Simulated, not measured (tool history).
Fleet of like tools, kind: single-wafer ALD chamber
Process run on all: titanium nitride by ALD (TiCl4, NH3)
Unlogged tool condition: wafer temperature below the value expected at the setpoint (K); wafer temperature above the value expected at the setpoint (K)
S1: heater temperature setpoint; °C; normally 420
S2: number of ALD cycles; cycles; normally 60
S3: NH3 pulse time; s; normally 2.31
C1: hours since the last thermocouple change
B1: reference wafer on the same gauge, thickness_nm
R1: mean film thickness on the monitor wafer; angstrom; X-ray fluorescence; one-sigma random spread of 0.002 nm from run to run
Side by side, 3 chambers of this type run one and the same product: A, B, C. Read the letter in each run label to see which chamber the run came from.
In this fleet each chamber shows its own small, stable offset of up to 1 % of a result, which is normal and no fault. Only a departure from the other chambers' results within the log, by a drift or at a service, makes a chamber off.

Run 1A, hour 5.7: usual settings; C1 1497.2; B1 1.4997. Result: R1 13.453 angstrom.
Run 2C, hour 8.4: usual settings; C1 696.4; B1 1.4994. Result: R1 13.305 angstrom.
Run 3B, hour 12.9: usual settings; C1 2063.8; B1 1.4992. Result: R1 13.36 angstrom.
Run 4C, hour 17.2: usual settings; C1 705.2; B1 1.4991. Result: R1 13.252 angstrom.
Run 5A, hour 21.9: usual settings; C1 1513.4; B1 1.4983. Result: R1 13.381 angstrom.
Run 6B, hour 26.8: usual settings; C1 2077.7; B1 1.4984. Result: R1 13.363 angstrom.
Run 7A, hour 31.1: usual settings; C1 1522.6; B1 1.4982. Result: R1 13.399 angstrom.
Run 8C, hour 34.5: usual settings; C1 722.5; B1 1.4982. Result: R1 13.248 angstrom.
Run 9B, hour 38.7: usual settings but S3 1.7 s; C1 2089.6; B1 1.4982. Result: R1 13.216 angstrom.
Run 10A, hour 44.4: usual settings but S3 1.7 s; C1 1535.9; B1 1.4976. Result: R1 13.252 angstrom.
Run 11B, hour 48.6: usual settings but S3 1.7 s; C1 2099.5; B1 1.497. Result: R1 13.242 angstrom.
Run 12C, hour 53.9: usual settings; C1 741.9; B1 1.4976. Result: R1 13.258 angstrom.
Run 13B, hour 57.9: usual settings; C1 2108.8; B1 1.4968. Result: R1 13.372 angstrom.
Run 14C, hour 61.4: usual settings but S2 69 cycles, S3 1.7 s; C1 749.4; B1 1.4972. Result: R1 15.086 angstrom.
Run 15A, hour 65.6: usual settings but S2 69 cycles, S3 1.7 s; C1 1557.1; B1 1.4966. Result: R1 15.288 angstrom.
Run 16A, hour 70.3: usual settings but S2 69 cycles, S3 1.7 s; C1 1561.8; B1 1.4967. Result: R1 15.277 angstrom.
Run 17C, hour 73: usual settings; C1 761; B1 1.4962. Result: R1 13.22 angstrom.
Run 18B, hour 77.6: usual settings; C1 2128.5; B1 1.4961. Result: R1 13.358 angstrom.
Run 19B, hour 83.1: usual settings; C1 2134; B1 1.4958. Result: R1 13.305 angstrom.
Run 20A, hour 88.8: usual settings; C1 1580.3; B1 1.4955. Result: R1 13.393 angstrom.
Run 21C, hour 91.6: usual settings; C1 779.6; B1 1.4953. Result: R1 13.19 angstrom.
Run 22C, hour 94.7: usual settings; C1 782.7; B1 1.4946. Result: R1 13.249 angstrom.
Run 23B, hour 98.8: usual settings; C1 2149.7; B1 1.4956. Result: R1 13.323 angstrom.
Run 24A, hour 103.8: usual settings; C1 1595.3; B1 1.4945. Result: R1 13.386 angstrom.
Run 25A, hour 106.3: usual settings; C1 1597.8; B1 1.4948. Result: R1 13.394 angstrom.
Run 26C, hour 110.2: usual settings; C1 798.2; B1 1.4943. Result: R1 13.2 angstrom.
Run 27B, hour 113.1: usual settings but S2 54 cycles, S3 2.66 s; C1 2164; B1 1.493. Result: R1 12.047 angstrom.
Run 28A, hour 117.4: usual settings but S2 54 cycles, S3 2.66 s; C1 1608.9; B1 1.4937. Result: R1 12.063 angstrom.
Run 29B, hour 122.9: usual settings but S2 54 cycles, S3 2.66 s; C1 2173.8; B1 1.4931. Result: R1 12.019 angstrom.
Run 30C, hour 125.5: usual settings; C1 813.5; B1 1.493. Result: R1 13.213 angstrom.
Run 31C, hour 128.9: usual settings; C1 816.9; B1 1.4931. Result: R1 13.16 angstrom.
Run 32B, hour 133.4: usual settings but S1 428 °C, S3 1.77 s; C1 2184.3; B1 1.493. Result: R1 13.252 angstrom.
Run 33A, hour 138.9: usual settings but S1 428 °C, S3 1.77 s; C1 1630.4; B1 1.4927. Result: R1 13.287 angstrom.
Run 34B, hour 142: usual settings but S1 428 °C, S3 1.77 s; C1 2192.9; B1 1.4927. Result: R1 13.215 angstrom.
Run 35C, hour 144.8: usual settings; C1 832.8; B1 1.4922. Result: R1 13.196 angstrom.
Run 36A, hour 148.1: usual settings but S2 67 cycles; C1 1639.6; B1 1.4922. Result: R1 14.906 angstrom.
Run 37A, hour 151.7: usual settings but S2 67 cycles; C1 1643.2; B1 1.4919. Result: R1 14.925 angstrom.
Run 38B, hour 156.2: usual settings but S2 67 cycles; C1 2207.1; B1 1.4923. Result: R1 14.867 angstrom.
Run 39C, hour 160.9: usual settings but S1 430 °C, S3 3.11 s; C1 848.9; B1 1.4916. Result: R1 13.32 angstrom.
Run 40A, hour 165.6: usual settings but S1 430 °C, S3 3.11 s; C1 1657.1; B1 1.4907. Result: R1 13.432 angstrom.
Run 41B, hour 170.9: usual settings but S1 430 °C, S3 3.11 s; C1 2221.8; B1 1.4908. Result: R1 13.379 angstrom.

Is one chamber out of step, is the gauge drifting, or do the chambers differ by no more than their own small offsets? For an off chamber, give its letter and the likeliest cause.

Gauge drift. The chambers move together only on paper, and none stands off.
Likeliest cause: gauge reads low (%) = 0.622.

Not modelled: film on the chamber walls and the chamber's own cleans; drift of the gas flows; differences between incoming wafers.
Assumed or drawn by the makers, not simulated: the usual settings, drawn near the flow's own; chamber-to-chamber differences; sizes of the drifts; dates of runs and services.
